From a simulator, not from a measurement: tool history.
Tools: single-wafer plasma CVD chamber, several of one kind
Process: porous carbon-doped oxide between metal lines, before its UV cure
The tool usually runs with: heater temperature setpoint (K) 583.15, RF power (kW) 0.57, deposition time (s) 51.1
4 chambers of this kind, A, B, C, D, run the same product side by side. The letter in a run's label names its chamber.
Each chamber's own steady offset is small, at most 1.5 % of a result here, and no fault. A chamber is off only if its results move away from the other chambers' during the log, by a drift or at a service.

run	hour	heater temperature setpoint (K)	RF power (kW)	deposition time (s)	read-back reference wafer on the same gauge, thickness_nm	mean film thickness on the monitor wafer (angstrom)
# hour 4: chamber B: thermocouple changed; heater temperature recalibrated
1A	4.6	583.15	0.57	51.1	267.97	2811.1
2D	7.5	583.15	0.57	51.1	267.9	2815.4
3B	11.5	583.15	0.57	51.1	267.96	2795.2
4C	16.1	583.15	0.57	51.1	267.92	2770.3
5A	20.4	583.15	0.57	51.1	268.06	2821.9
6C	24.8	583.15	0.57	51.1	267.93	2786
7B	30.1	583.15	0.57	51.1	267.84	2787
8D	34.2	583.15	0.57	51.1	267.97	2808.8
9C	38.6	583.15	0.57	51.1	267.92	2770.4
10D	43	583.15	0.57	51.1	267.85	2821
11A	47.7	583.15	0.57	51.1	268.33	2811.6
12B	52.5	583.15	0.57	51.1	268.02	2777.6
13B	57	583.15	0.57	51.1	268.18	2799.6
14A	62.8	583.15	0.57	51.1	268.03	2817
15C	67.9	593.15	0.53	51.1	268.11	2505.2
# hour 68.2: chamber D: RF generator calibrated
16D	71.9	593.15	0.53	51.1	267.94	2531.5
17B	75.2	593.15	0.53	51.1	268.08	2534
18C	78.3	593.15	0.53	51.1	268.03	2485.9
19A	82.8	583.15	0.57	51.1	267.82	2832.2
20D	87.1	583.15	0.57	51.1	268.05	2814.9
# hour 89.5: chamber B: RF generator calibrated
21A	91.3	583.15	0.57	51.1	267.92	2830.7
22D	94.2	583.15	0.57	51.1	268.1	2815.5
23C	99.4	583.15	0.57	51.1	267.97	2736.9
24B	103.4	583.15	0.57	51.1	267.91	2785.8
25A	107.6	592.15	0.57	51.1	267.79	2677.9
26B	112.3	592.15	0.57	51.1	268.05	2670.5
27D	115	592.15	0.57	51.1	267.82	2681.3
28C	120	592.15	0.57	51.1	267.95	2567.8
29A	124.6	583.15	0.57	51.1	267.76	2818.9
30B	129.7	583.15	0.57	51.1	268.06	2792
31C	134.7	572.15	0.57	58.7	267.96	3278.7
32D	137.6	572.15	0.57	58.7	267.83	3421.4

Is one chamber out of step, is the gauge drifting, or do the chambers differ by no more than their own small offsets? For an off chamber, give its letter and the likeliest cause.

One chamber, C, drifts off from the rest bit by bit.
What lies behind it: delivered RF power below the setpoint (%) = 4.78.
The log may not separate it from: wafer temperature above the value expected at the setpoint (K).

Here are 4 candidates for chamber C's next run, each the usual settings with a change, their results left as question marks. Which one brings its results back in line with what the others give on the usual settings?
In line here means within this much of the mean the other chambers give on the usual settings: mean film thickness on the monitor wafer (angstrom) 30
33C-1	141.9	592.15	0.57	51.1		?
33C-2	141.9	583.15	0.565	50.3		?
33C-3	141.9	583.15	0.575	51.8		?
33C-4	141.9	582.15	0.58	52.6		?

On the usual settings, the other chambers give on average: mean film thickness on the monitor wafer (angstrom) 2810.9
run	mean film thickness on the monitor wafer (angstrom)
33C-1	2566.1
33C-2	2632.4
33C-3	2741.1
33C-4	2813.7
With 33C-4, the chamber falls back in line with the rest.
